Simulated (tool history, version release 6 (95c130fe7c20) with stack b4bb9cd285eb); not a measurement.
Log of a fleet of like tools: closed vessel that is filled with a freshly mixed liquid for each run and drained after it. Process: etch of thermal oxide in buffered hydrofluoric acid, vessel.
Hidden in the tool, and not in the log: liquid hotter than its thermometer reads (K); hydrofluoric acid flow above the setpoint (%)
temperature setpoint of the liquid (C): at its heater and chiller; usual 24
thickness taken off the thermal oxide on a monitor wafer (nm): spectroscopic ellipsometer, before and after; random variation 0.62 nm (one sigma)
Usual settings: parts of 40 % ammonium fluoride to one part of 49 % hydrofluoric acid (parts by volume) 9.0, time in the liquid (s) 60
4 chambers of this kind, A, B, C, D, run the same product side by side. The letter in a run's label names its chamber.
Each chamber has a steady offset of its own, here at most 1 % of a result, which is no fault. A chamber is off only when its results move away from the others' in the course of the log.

run,day,temperature setpoint of the liquid (C),parts of 40 % ammonium fluoride to one part of 49 % hydrofluoric acid (parts by volume),time in the liquid (s),hours since the thermometer was replaced,hours since the hydrofluoric acid flow meter was replaced,"read-back film thickness of the thermal oxide reference wafer, read on the same gauge (nm)",thickness taken off the thermal oxide on a monitor wafer (nm)
1A,0.225,24,9.0,60,871.0,144.8,39.993,75.846
2C,0.354,24,9.0,60,1573.2,1284.1,39.996,75.819
3B,0.600,24,9.0,60,401.7,315.8,39.972,75.218
4D,0.717,24,9.0,60,479.1,249.4,39.976,75.207
# day 0.729: chamber A: thermometer replaced
5C,0.917,24,9.0,60,1586.7,1297.6,39.991,74.729
6B,1.092,24,11.0,50,413.5,327.6,39.977,54.480
7A,1.212,24,11.0,50,11.7,168.5,39.978,54.167
8D,1.404,24,11.0,50,495.6,265.9,39.993,53.066
9B,1.562,24,11.0,50,424.8,338.9,40.007,53.770
10C,1.783,24,9.0,60,1607.5,1318.4,39.964,75.570
11A,2.021,24,12.0,80,31.1,187.9,39.992,78.867
12D,2.167,24,12.0,80,513.9,284.2,40.039,78.474
13B,2.400,24,12.0,80,444.9,359.0,39.979,79.419
14D,2.554,24,12.0,80,523.2,293.5,39.999,77.572
15C,2.708,24,9.0,60,1629.7,1340.6,40.031,76.839
16A,2.946,27,9.0,80,53.3,210.1,39.979,117.920
17B,3.204,27,9.0,80,464.2,378.3,39.944,116.740
18A,3.412,27,9.0,80,64.5,221.3,39.986,117.470
19D,3.600,27,9.0,80,548.3,318.6,40.003,118.090
20C,3.808,24,9.0,60,1656.1,1367.0,39.955,77.387
21A,4.042,24,9.0,60,79.6,236.4,39.978,75.556
22D,4.275,24,9.0,60,564.5,334.8,39.974,74.495
23B,4.450,24,9.0,60,494.1,408.2,39.975,74.948
24C,4.562,24,9.0,60,1674.2,1385.1,39.981,78.103
25C,4.679,24,9.0,85,1677.0,1387.9,40.016,111.340
26B,4.808,24,9.0,85,502.7,416.8,39.965,106.700
27A,5.012,24,9.0,85,102.9,259.7,39.988,107.850
28D,5.129,24,9.0,85,585.0,355.3,40.001,105.780
29C,5.350,24,9.0,60,1693.1,1404.0,39.928,78.847
30B,5.538,24,9.0,60,520.2,434.3,40.016,76.248
31D,5.717,24,9.0,60,599.1,369.4,40.026,75.878

Is one chamber off against the others, does the gauge drift, or is nothing wrong? If a chamber is off, say which, and what the likeliest cause is.

Chamber C drifts away from the others.
Cause: liquid hotter than its thermometer reads (K) = 1.
The log may not tell that from: hydrofluoric acid flow above the setpoint (%).

Here are 4 candidates for chamber C's next run, each the usual settings with a change, their results left as question marks. Which one brings its results back in line with what the others give on the usual settings?
In line means no further than this from the other chambers' mean on the usual settings: thickness taken off the thermal oxide on a monitor wafer (nm) 2.200
32C-1,5.904,23.5,9.5,60,,,,?
32C-2,5.904,24.5,9.0,65,,,,?
32C-3,5.904,25.0,9.0,60,,,,?
32C-4,5.904,22.0,9.0,60,,,,?

The other chambers' mean on the usual settings: thickness taken off the thermal oxide on a monitor wafer (nm) 75.550
run,thickness taken off the thermal oxide on a monitor wafer (nm)
32C-1,75.029
32C-2,88.852
32C-3,84.301
32C-4,71.430
32C-1 brings the chamber back in line.
